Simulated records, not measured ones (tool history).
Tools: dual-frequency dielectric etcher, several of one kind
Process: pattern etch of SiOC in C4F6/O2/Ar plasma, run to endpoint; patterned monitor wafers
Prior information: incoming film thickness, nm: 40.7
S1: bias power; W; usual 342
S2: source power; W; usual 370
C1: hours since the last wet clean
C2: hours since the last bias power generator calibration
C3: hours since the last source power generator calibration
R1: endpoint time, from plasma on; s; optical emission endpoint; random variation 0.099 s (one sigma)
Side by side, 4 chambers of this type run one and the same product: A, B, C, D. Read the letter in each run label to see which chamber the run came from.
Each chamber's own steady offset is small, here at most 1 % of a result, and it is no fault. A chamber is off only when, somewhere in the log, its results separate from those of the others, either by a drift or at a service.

Run 1D, hour 7.0: usual settings; C1 80.1; C2 150.1; C3 1791.4. Result: R1 16.099 s.
Run 2A, hour 20.3: usual settings; C1 113.2; C2 2216.5; C3 1605.7. Result: R1 16.119 s.
Run 3C, hour 28.7: usual settings; C1 334.0; C2 423.5; C3 3065.0. Result: R1 16.256 s.
Run 4B, hour 44.5: usual settings; C1 403.8; C2 3401.0; C3 655.2. Result: R1 16.280 s.
Run 5B, hour 57.8: usual settings; C1 417.1; C2 3414.3; C3 668.5. Result: R1 16.118 s.
Run 6D, hour 67.9: usual settings; C1 141.0; C2 211.0; C3 1852.3. Result: R1 16.086 s.
Run 7C, hour 75.5: usual settings; C1 380.8; C2 470.3; C3 3111.8. Result: R1 16.209 s.
Run 8A, hour 82.4: usual settings; C1 175.3; C2 2278.6; C3 1667.8. Result: R1 16.234 s.
Run 9C, hour 93.7: usual settings; C1 399.0; C2 488.5; C3 3130.0. Result: R1 16.300 s.
At hour 98.9: chamber B: wet clean of the chamber.
Run 10B, hour 105.3: usual settings; C1 6.5; C2 3461.8; C3 716.0. Result: R1 16.325 s.
Run 11D, hour 112.1: usual settings; C1 185.2; C2 255.2; C3 1896.5. Result: R1 16.167 s.
Run 12A, hour 123.8: usual settings; C1 216.7; C2 2320.0; C3 1709.2. Result: R1 16.312 s.
Run 13D, hour 133.7: usual settings; C1 206.8; C2 276.8; C3 1918.1. Result: R1 16.052 s.
Run 14B, hour 145.9: usual settings; C1 47.1; C2 3502.4; C3 756.6. Result: R1 16.318 s.
Run 15A, hour 153.4: usual settings; C1 246.3; C2 2349.6; C3 1738.8. Result: R1 16.087 s.
Run 16C, hour 163.6: usual settings; C1 468.9; C2 558.4; C3 3199.9. Result: R1 16.292 s.
Run 17A, hour 174.1: usual settings; C1 267.0; C2 2370.3; C3 1759.5. Result: R1 16.212 s.
Run 18D, hour 187.6: usual settings; C1 260.7; C2 330.7; C3 1972.0. Result: R1 15.997 s.
Run 19C, hour 195.5: usual settings; C1 500.8; C2 590.3; C3 3231.8. Result: R1 16.235 s.
At hour 199.0: chamber C: wet clean of the chamber.
Run 20B, hour 207.0: usual settings; C1 108.2; C2 3563.5; C3 817.7. Result: R1 16.224 s.
Run 21A, hour 214.4: usual settings but S2 320 W; C1 307.3; C2 2410.6; C3 1799.8. Result: R1 17.128 s.
Run 22D, hour 229.6: usual settings but S2 320 W; C1 302.7; C2 372.7; C3 2014.0. Result: R1 16.868 s.
Run 23B, hour 241.5: usual settings but S2 320 W; C1 142.7; C2 3598.0; C3 852.2. Result: R1 17.079 s.
Run 24C, hour 252.0: usual settings but S2 320 W; C1 53.0; C2 646.8; C3 3288.3. Result: R1 17.328 s.
Run 25B, hour 266.5: usual settings; C1 167.7; C2 3623.0; C3 877.2. Result: R1 16.204 s.
Run 26D, hour 278.9: usual settings; C1 352.0; C2 422.0; C3 2063.3. Result: R1 15.912 s.
Run 27A, hour 286.6: usual settings; C1 379.5; C2 2482.8; C3 1872.0. Result: R1 16.315 s.
At hour 289.7: chamber B: bias power generator calibrated.
Run 28C, hour 295.1: usual settings; C1 96.1; C2 689.9; C3 3331.4. Result: R1 16.324 s.
Run 29D, hour 307.5: usual settings but S2 400 W; C1 380.6; C2 450.6; C3 2091.9. Result: R1 15.354 s.
Run 30B, hour 314.9: usual settings but S2 400 W; C1 216.1; C2 25.3; C3 925.6. Result: R1 15.597 s.
Run 31A, hour 330.5: usual settings but S2 400 W; C1 423.4; C2 2526.7; C3 1915.9. Result: R1 15.803 s.
Run 32C, hour 341.0: usual settings but S2 400 W; C1 142.0; C2 735.8; C3 3377.3. Result: R1 15.806 s.
Run 33A, hour 349.1: usual settings; C1 442.0; C2 2545.3; C3 1934.5. Result: R1 16.205 s.
Run 34C, hour 360.7: usual settings; C1 161.7; C2 755.5; C3 3397.0. Result: R1 16.368 s.
Run 35D, hour 370.5: usual settings; C1 443.6; C2 513.6; C3 2154.9. Result: R1 15.542 s.
Run 36B, hour 379.2: usual settings; C1 280.4; C2 89.6; C3 989.9. Result: R1 16.131 s.
Run 37C, hour 394.6: usual settings; C1 195.6; C2 789.4; C3 3430.9. Result: R1 16.231 s.
Run 38A, hour 410.0: usual settings; C1 502.9; C2 2606.2; C3 1995.4. Result: R1 16.172 s.
Run 39D, hour 425.3: usual settings; C1 498.4; C2 568.4; C3 2209.7. Result: R1 15.239 s.
Run 40B, hour 438.2: usual settings; C1 339.4; C2 148.6; C3 1048.9. Result: R1 16.256 s.

Each of the 4 chambers runs these same settings next. Fill in every chamber's results:
Run 41A, hour 449.4: usual settings but S2 430 W. Result: R1 ?.
Run 41B, hour 449.4: usual settings but S2 430 W. Result: R1 ?.
Run 41C, hour 449.4: usual settings but S2 430 W. Result: R1 ?.
Run 41D, hour 449.4: usual settings but S2 430 W. Result: R1 ?.

run      R1
41A  15.403
41B  15.449
41C  15.353
41D  14.498
